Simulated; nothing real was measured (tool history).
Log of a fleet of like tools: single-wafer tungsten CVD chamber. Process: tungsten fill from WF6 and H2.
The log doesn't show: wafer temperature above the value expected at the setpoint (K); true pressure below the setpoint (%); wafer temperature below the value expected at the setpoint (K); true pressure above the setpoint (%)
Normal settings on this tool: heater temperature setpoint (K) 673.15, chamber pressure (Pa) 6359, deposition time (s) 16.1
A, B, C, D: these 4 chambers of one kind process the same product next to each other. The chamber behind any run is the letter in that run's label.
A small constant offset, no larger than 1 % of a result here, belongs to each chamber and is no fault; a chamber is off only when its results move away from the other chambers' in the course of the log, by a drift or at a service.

run   hour  heater temperature setpoint (K)  chamber pressure (Pa)  deposition time (s)  hours since the last thermocouple change  hours since the last manometer calibration  read-back reference wafer on the same gauge, thickness_nm  mean film thickness on the monitor wafer (nm)
 1B    8.3                           673.15                   6359                 16.1                                     686.7                                       471.2                                                     50.237                                         57.232
 2A   15.2                           673.15                   6359                 16.1                                    1040.2                                       902.5                                                     50.196                                         57.542
 3C   26.5                           673.15                   6359                 16.1                                       443                                       465.7                                                     50.219                                          57.78
 4D   34.8                           673.15                   6359                 16.1                                    1340.2                                       786.8                                                     50.158                                         57.477
 5C   42.6                           673.15                   6359                 16.1                                     459.1                                       481.8                                                     50.221                                         58.304
 6B   51.8                           673.15                   6359                 16.1                                     730.2                                       514.7                                                     50.188                                         57.899
 7A   57.1                           673.15                   6359                 16.1                                    1082.1                                       944.4                                                     50.179                                         57.527
 8D   62.3                           673.15                   6359                 16.1                                    1367.7                                       814.3                                                     50.221                                         58.472
 9D   69.7                           668.15                   6946                 16.1                                    1375.1                                       821.7                                                     50.204                                           54.9
10B   76.4                           668.15                   6946                 16.1                                     754.8                                       539.3                                                     50.234                                         54.916
11A     85                           668.15                   6946                 16.1                                      1110                                       972.3                                                     50.246                                         55.161
12C   91.2                           668.15                   6946                 16.1                                     507.7                                       530.4                                                     50.172                                         54.019
13D   99.1                           673.15                   6359                 16.1                                    1404.5                                       851.1                                                     50.182                                         58.691
14A  109.2                           673.15                   6359                 16.1                                    1134.2                                       996.5                                                     50.262                                         57.266
15C  115.4                           673.15                   6359                 16.1                                     531.9                                       554.6                                                     50.202                                         57.442
16B  124.2                           673.15                   6359                 16.1                                     802.6                                       587.1                                                     50.174                                         56.266
17B  130.1                           673.15                   6359                 16.1                                     808.5                                         593                                                     50.227                                         56.776
18C  141.3                           673.15                   6359                 16.1                                     557.8                                       580.5                                                     50.187                                         57.532
19A  152.4                           673.15                   6359                 16.1                                    1177.4                                      1039.7                                                     50.217                                         57.514
20D  163.4                           673.15                   6359                 16.1                                    1468.8                                       915.4                                                     50.188                                         57.959
21B    174                           673.15                   6359                 16.1                                     852.4                                       636.9                                                     50.146                                         55.179
22D    183                           673.15                   6359                 16.1                                    1488.4                                         935                                                     50.189                                         58.462
23C  192.6                           673.15                   6359                 16.1                                     609.1                                       631.8                                                     50.289                                          57.38
24A  202.5                           673.15                   6359                 16.1                                    1227.5                                      1089.8                                                     50.195                                         58.059
25C  213.5                           673.15                   6359                 16.1                                       630                                       652.7                                                      50.24                                         57.533
26A  222.4                           673.15                   6359                 16.1                                    1247.4                                      1109.7                                                     50.297                                         58.001
27D  227.9                           673.15                   6359                 16.1                                    1533.3                                       979.9                                                     50.161                                         57.979
28B  237.9                           673.15                   6359                 16.1                                     916.3                                       700.8                                                     50.235                                         54.857
29B  244.7                           673.15                   6359                 16.1                                     923.1                                       707.6                                                     50.174                                         53.989
30A  251.1                           673.15                   6359                 16.1                                    1276.1                                      1138.4                                                     50.195                                         56.967
31D  256.7                           673.15                   6359                 16.1                                    1562.1                                      1008.7                                                     50.266                                         57.998

Next, every chamber runs the same settings. What will each give?
32A   265                           673.15                   6359                 13.5                                                                                                                                                                                               ?
32B   265                           673.15                   6359                 13.5                                                                                                                                                                                               ?
32C   265                           673.15                   6359                 13.5                                                                                                                                                                                               ?
32D   265                           673.15                   6359                 13.5                                                                                                                                                                                               ?

run  mean film thickness on the monitor wafer (nm)
32A                                          48.21
32B                                         45.109
32C                                         48.936
32D                                         48.185

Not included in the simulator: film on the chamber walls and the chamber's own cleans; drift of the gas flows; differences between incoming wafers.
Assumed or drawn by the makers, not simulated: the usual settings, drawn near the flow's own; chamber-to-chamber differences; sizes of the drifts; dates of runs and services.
